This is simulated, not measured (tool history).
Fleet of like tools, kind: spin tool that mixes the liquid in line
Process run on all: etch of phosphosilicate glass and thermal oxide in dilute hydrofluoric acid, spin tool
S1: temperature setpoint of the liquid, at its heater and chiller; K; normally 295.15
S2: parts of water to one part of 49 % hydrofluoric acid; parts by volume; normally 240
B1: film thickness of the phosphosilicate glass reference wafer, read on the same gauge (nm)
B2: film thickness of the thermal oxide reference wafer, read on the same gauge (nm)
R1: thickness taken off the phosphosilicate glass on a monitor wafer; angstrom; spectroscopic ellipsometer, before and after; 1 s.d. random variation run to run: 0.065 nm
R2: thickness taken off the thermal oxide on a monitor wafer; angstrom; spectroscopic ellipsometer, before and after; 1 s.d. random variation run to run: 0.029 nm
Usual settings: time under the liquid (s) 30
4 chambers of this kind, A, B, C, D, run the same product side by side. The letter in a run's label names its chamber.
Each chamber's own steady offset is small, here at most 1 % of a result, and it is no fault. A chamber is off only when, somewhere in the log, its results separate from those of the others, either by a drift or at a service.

{"run": "1B", "hour": 2.7, "S1": 295.15, "S2": 240, "time under the liquid (s)": 30, "B1": 50.001, "B2": 59.989, "R1": 72.048, "R2": 4.4014}
{"run": "2C", "hour": 5.4, "S1": 295.15, "S2": 240, "time under the liquid (s)": 30, "B1": 50.006, "B2": 60.023, "R1": 72.871, "R2": 4.2206}
{"run": "3D", "hour": 7.4, "S1": 295.15, "S2": 240, "time under the liquid (s)": 30, "B1": 49.974, "B2": 60.012, "R1": 71.594, "R2": 4.3362}
{"run": "4A", "hour": 10.8, "S1": 295.15, "S2": 240, "time under the liquid (s)": 30, "B1": 50.006, "B2": 59.981, "R1": 72.185, "R2": 4.3788}
{"run": "5C", "hour": 13.0, "S1": 295.15, "S2": 240, "time under the liquid (s)": 30, "B1": 49.993, "B2": 60.02, "R1": 73.52, "R2": 4.4131}
{"run": "6A", "hour": 15.3, "S1": 295.15, "S2": 240, "time under the liquid (s)": 30, "B1": 50.019, "B2": 60.017, "R1": 73.035, "R2": 4.3897}
{"run": "7D", "hour": 19.3, "S1": 295.15, "S2": 240, "time under the liquid (s)": 30, "B1": 49.988, "B2": 60.02, "R1": 72.504, "R2": 4.3673}
{"run": "8B", "hour": 23.2, "S1": 295.15, "S2": 240, "time under the liquid (s)": 30, "B1": 50.034, "B2": 59.978, "R1": 73.075, "R2": 4.3985}
{"run": "9B", "hour": 26.2, "S1": 295.15, "S2": 240, "time under the liquid (s)": 30, "B1": 50.022, "B2": 59.994, "R1": 72.035, "R2": 4.7283}
{"run": "10A", "hour": 29.0, "S1": 295.15, "S2": 240, "time under the liquid (s)": 30, "B1": 50.016, "B2": 59.977, "R1": 72.192, "R2": 4.2162}
{"run": "11D", "hour": 32.6, "S1": 295.15, "S2": 240, "time under the liquid (s)": 30, "B1": 49.996, "B2": 60.036, "R1": 73.06, "R2": 4.4561}
{"run": "12C", "hour": 35.4, "S1": 295.15, "S2": 240, "time under the liquid (s)": 30, "B1": 49.978, "B2": 59.975, "R1": 73.168, "R2": 3.6447}
{"run": "13C", "hour": 38.7, "S1": 295.15, "S2": 240, "time under the liquid (s)": 30, "B1": 50, "B2": 60.015, "R1": 72.358, "R2": 4.7417}
{"run": "14B", "hour": 41.6, "S1": 295.15, "S2": 240, "time under the liquid (s)": 30, "B1": 50, "B2": 60.014, "R1": 71.449, "R2": 4.7875}
{"run": "15A", "hour": 43.6, "S1": 295.15, "S2": 240, "time under the liquid (s)": 30, "B1": 50.026, "B2": 59.969, "R1": 72.841, "R2": 4.4462}
{"run": "16D", "hour": 47.8, "S1": 295.15, "S2": 240, "time under the liquid (s)": 30, "B1": 50.007, "B2": 60.038, "R1": 73.169, "R2": 4.2403}
{"run": "17B", "hour": 52.0, "S1": 295.15, "S2": 240, "time under the liquid (s)": 30, "B1": 50.014, "B2": 60.006, "R1": 72.881, "R2": 5.1188}
{"run": "18A", "hour": 54.6, "S1": 295.15, "S2": 240, "time under the liquid (s)": 50, "B1": 49.98, "B2": 59.997, "R1": 120.1, "R2": 7.6622}
{"run": "19D", "hour": 57.7, "S1": 295.15, "S2": 240, "time under the liquid (s)": 50, "B1": 50.003, "B2": 59.999, "R1": 123, "R2": 7.4802}
{"run": "20C", "hour": 60.9, "S1": 295.15, "S2": 240, "time under the liquid (s)": 50, "B1": 49.994, "B2": 60.004, "R1": 121.36, "R2": 6.9007}
{"run": "21A", "hour": 63.3, "S1": 295.15, "S2": 240, "time under the liquid (s)": 50, "B1": 50.014, "B2": 60.016, "R1": 122.17, "R2": 6.8946}
{"run": "22B", "hour": 66.7, "S1": 295.15, "S2": 170, "time under the liquid (s)": 15, "B1": 49.96, "B2": 59.989, "R1": 54.323, "R2": 3.355}
{"run": "23D", "hour": 69.0, "S1": 295.15, "S2": 170, "time under the liquid (s)": 15, "B1": 49.981, "B2": 60.018, "R1": 56.038, "R2": 3.6626}
{"run": "24C", "hour": 71.2, "S1": 295.15, "S2": 170, "time under the liquid (s)": 15, "B1": 49.995, "B2": 59.979, "R1": 55.457, "R2": 3.3062}
{"run": "25B", "hour": 74.0, "S1": 295.15, "S2": 170, "time under the liquid (s)": 15, "B1": 49.998, "B2": 59.945, "R1": 54.604, "R2": 3.5416}
{"run": "26D", "hour": 75.9, "S1": 295.15, "S2": 240, "time under the liquid (s)": 30, "B1": 50.023, "B2": 59.944, "R1": 75.669, "R2": 4.6132}
{"run": "27C", "hour": 79.0, "S1": 295.15, "S2": 240, "time under the liquid (s)": 30, "B1": 50.002, "B2": 59.975, "R1": 73.128, "R2": 4.1796}
{"run": "28A", "hour": 81.4, "S1": 295.15, "S2": 240, "time under the liquid (s)": 30, "B1": 50.01, "B2": 60.035, "R1": 72.834, "R2": 4.7499}
{"run": "29A", "hour": 84.1, "S1": 295.15, "S2": 240, "time under the liquid (s)": 30, "B1": 50.013, "B2": 59.979, "R1": 73.192, "R2": 4.3796}
{"run": "30D", "hour": 86.1, "S1": 295.15, "S2": 240, "time under the liquid (s)": 30, "B1": 49.994, "B2": 60.027, "R1": 76.199, "R2": 4.0361}
{"run": "31B", "hour": 89.0, "S1": 295.15, "S2": 240, "time under the liquid (s)": 30, "B1": 49.995, "B2": 60.027, "R1": 71.972, "R2": 4.315}
{"run": "32C", "hour": 92.5, "S1": 295.15, "S2": 240, "time under the liquid (s)": 30, "B1": 49.967, "B2": 60.052, "R1": 71.381, "R2": 4.003}
{"run": "33A", "hour": 96.7, "S1": 295.15, "S2": 240, "time under the liquid (s)": 30, "B1": 49.998, "B2": 60.034, "R1": 71.691, "R2": 4.4491}
{"run": "34B", "hour": 100.2, "S1": 295.15, "S2": 240, "time under the liquid (s)": 30, "B1": 49.974, "B2": 60.011, "R1": 72.039, "R2": 4.2964}
{"run": "35C", "hour": 102.3, "S1": 295.15, "S2": 240, "time under the liquid (s)": 30, "B1": 49.993, "B2": 60.018, "R1": 73.223, "R2": 4.3828}
{"run": "36D", "hour": 106.5, "S1": 295.15, "S2": 240, "time under the liquid (s)": 30, "B1": 50.013, "B2": 60.021, "R1": 77.38, "R2": 4.9054}
{"run": "37D", "hour": 109.9, "S1": 298.15, "S2": 240, "time under the liquid (s)": 30, "B1": 50.003, "B2": 59.998, "R1": 86.386, "R2": 5.4853}
{"run": "38A", "hour": 113.5, "S1": 298.15, "S2": 240, "time under the liquid (s)": 30, "B1": 49.979, "B2": 59.943, "R1": 81.147, "R2": 5.4981}
{"run": "39C", "hour": 116.7, "S1": 298.15, "S2": 240, "time under the liquid (s)": 30, "B1": 49.975, "B2": 60.013, "R1": 81.359, "R2": 5.5693}
{"run": "40B", "hour": 119.2, "S1": 298.15, "S2": 240, "time under the liquid (s)": 30, "B1": 49.984, "B2": 60.002, "R1": 80.947, "R2": 5.0587}

The same settings go to every chamber for the next run, one line per chamber below. Forecast the results for each:
{"run": "41A", "hour": 122.2, "S1": 295.15, "S2": 240, "time under the liquid (s)": 30, "R1": "?", "R2": "?"}
{"run": "41B", "hour": 122.2, "S1": 295.15, "S2": 240, "time under the liquid (s)": 30, "R1": "?", "R2": "?"}
{"run": "41C", "hour": 122.2, "S1": 295.15, "S2": 240, "time under the liquid (s)": 30, "R1": "?", "R2": "?"}
{"run": "41D", "hour": 122.2, "S1": 295.15, "S2": 240, "time under the liquid (s)": 30, "R1": "?", "R2": "?"}

run=41A R1=71.735 R2=4.4538
run=41B R1=72.711 R2=5.0729
run=41C R1=71.974 R2=4.3518
run=41D R1=77.915 R2=4.9795

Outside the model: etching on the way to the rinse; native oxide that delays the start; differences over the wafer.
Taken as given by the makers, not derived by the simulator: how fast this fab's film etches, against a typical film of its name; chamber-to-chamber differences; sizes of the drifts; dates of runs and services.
